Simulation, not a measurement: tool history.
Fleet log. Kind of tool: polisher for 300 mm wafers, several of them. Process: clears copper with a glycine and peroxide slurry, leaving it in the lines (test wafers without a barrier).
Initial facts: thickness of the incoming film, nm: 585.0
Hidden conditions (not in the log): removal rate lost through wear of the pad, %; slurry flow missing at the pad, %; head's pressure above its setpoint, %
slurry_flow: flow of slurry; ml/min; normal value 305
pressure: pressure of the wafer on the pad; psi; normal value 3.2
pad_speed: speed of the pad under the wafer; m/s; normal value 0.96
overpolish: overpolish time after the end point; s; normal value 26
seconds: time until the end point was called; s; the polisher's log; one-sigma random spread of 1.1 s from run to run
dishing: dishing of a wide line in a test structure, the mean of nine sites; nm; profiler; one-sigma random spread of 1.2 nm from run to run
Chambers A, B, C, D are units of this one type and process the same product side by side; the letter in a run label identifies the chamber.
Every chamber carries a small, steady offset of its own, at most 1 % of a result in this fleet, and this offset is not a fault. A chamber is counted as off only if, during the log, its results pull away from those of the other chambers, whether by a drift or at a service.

run,hour,slurry_flow,pressure,pad_speed,overpolish,wafers polished on this pad,hours since the slurry nozzle was cleaned,hours since the head pressure was calibrated,seconds,dishing
1A,11.3,305,3.2,0.96,26,978,84.0,118.0,110.830,61.457
# hour 16.2: chamber D: worn pad replaced by a new one
2C,25.3,305,3.2,0.96,26,697,164.3,222.8,112.580,62.508
# hour 27.3: chamber C: worn pad replaced by a new one
# hour 28.5: chamber A: worn pad replaced by a new one
# hour 35.4: chamber B: slurry nozzle cleaned
3B,39.0,305,3.2,0.96,26,721,3.6,85.4,111.610,64.691
4D,53.2,305,3.2,0.96,26,317,71.9,180.4,112.580,61.322
5D,61.7,305,3.2,0.96,26,390,80.4,188.9,112.620,61.268
6B,70.5,305,3.2,0.96,26,991,35.1,116.9,113.150,62.460
7A,78.9,305,3.2,0.96,26,432,151.6,185.6,109.360,61.950
8C,86.2,305,3.2,0.96,26,505,225.2,283.7,111.730,60.397
9B,100.3,305,3.2,1.18,26,1246,64.9,146.7,96.550,68.105
10D,111.5,305,3.2,1.18,26,817,130.2,238.7,92.907,67.312
11A,122.8,305,3.2,1.18,26,809,195.5,229.5,92.601,66.333
# hour 124.2: chamber C: worn pad replaced by a new one
12C,134.5,305,3.2,1.18,26,88,273.5,332.0,93.402,68.692
13D,147.1,305,3.2,0.96,26,1123,165.8,274.3,111.720,62.821
14A,154.7,305,3.2,0.96,26,1082,227.4,261.4,111.290,62.143
# hour 161.2: chamber D: worn pad replaced by a new one
15C,162.4,305,3.2,0.96,26,327,301.4,359.9,110.960,61.563
# hour 164.4: chamber A: slurry nozzle cleaned
# hour 165.8: chamber A: worn pad replaced by a new one
16B,174.3,305,3.2,0.96,26,1881,138.9,220.7,116.220,60.963
# hour 182.4: chamber C: slurry nozzle cleaned
17C,186.6,305,3.2,0.96,26,535,4.3,384.1,111.080,60.821
18B,200.2,305,3.2,0.96,26,2103,164.8,246.6,119.130,61.358
19D,210.9,305,3.2,0.96,26,426,229.6,338.1,113.420,63.313
# hour 218.6: chamber C: worn pad replaced by a new one
# hour 224.8: chamber C: head pressure recalibrated
20A,224.8,305,3.2,0.96,26,506,60.5,331.5,112.480,62.201
21C,233.8,305,3.2,0.96,26,131,51.5,9.1,112.370,62.867
22B,241.4,305,3.2,0.96,26,2456,206.0,287.8,119.690,59.129
23D,250.9,305,3.2,0.96,26,769,269.6,378.1,110.700,63.286
24A,262.3,305,3.2,0.96,26,827,98.0,369.0,111.460,62.189
25D,276.5,205,2.5,0.96,26,988,295.2,403.7,144.650,56.113
26C,286.5,205,2.5,0.96,26,583,104.2,61.8,142.860,53.799
27A,300.0,205,2.5,0.96,26,1151,135.7,406.7,145.650,54.989
# hour 303.9: chamber B: slurry nozzle cleaned
28B,306.8,205,2.5,0.96,26,3017,3.0,353.2,153.540,52.687
# hour 308.8: chamber D: worn pad replaced by a new one
# hour 319.4: chamber A: worn pad replaced by a new one
# hour 320.8: chamber C: worn pad replaced by a new one
29B,321.3,305,3.2,0.96,26,3141,17.5,367.7,122.890,59.745
30C,335.8,305,3.2,0.96,26,128,153.5,111.1,113.360,62.186
31A,348.3,305,3.2,0.96,26,248,184.0,455.0,112.400,62.078
32D,357.1,305,3.2,0.96,26,414,375.8,484.3,114.060,63.019
33C,368.7,305,3.2,0.96,26,410,186.4,144.0,112.350,62.920

One chamber off, gauge drift, or nothing amiss beyond the chambers' own small offsets? If it is a chamber, which one, and what is the likeliest cause?

It is chamber B that slowly wanders off from its peers.
Cause: removal rate lost through wear of the pad, % = 11.6.
Not necessarily distinguishable in this log from: head's pressure below its setpoint, %.

Chamber B could run next with any of the 4 candidate recipes listed below; each alters the usual settings, and their results appear as question marks. Which one brings its results back in line with what the other chambers deliver on the usual settings?
In line means no further than this from the other chambers' mean on the usual settings: seconds 4.000 s; dishing 4.200 nm
34B-1,379.1,310,3.4,1.04,26,,,,?,?
34B-2,379.1,300,2.8,0.84,26,,,,?,?
34B-3,379.1,310,3.6,1.08,26,,,,?,?
34B-4,379.1,300,3.0,0.88,26,,,,?,?

Average result of the remaining chambers running the usual settings: seconds 111.650 s; dishing 62.656 nm
run,seconds,dishing
34B-1,112.860,62.839
34B-2,158.170,52.734
34B-3,104.080,65.181
34B-4,144.230,55.581
The answer is 34B-1, which returns the chamber to within the allowed miss of the others.

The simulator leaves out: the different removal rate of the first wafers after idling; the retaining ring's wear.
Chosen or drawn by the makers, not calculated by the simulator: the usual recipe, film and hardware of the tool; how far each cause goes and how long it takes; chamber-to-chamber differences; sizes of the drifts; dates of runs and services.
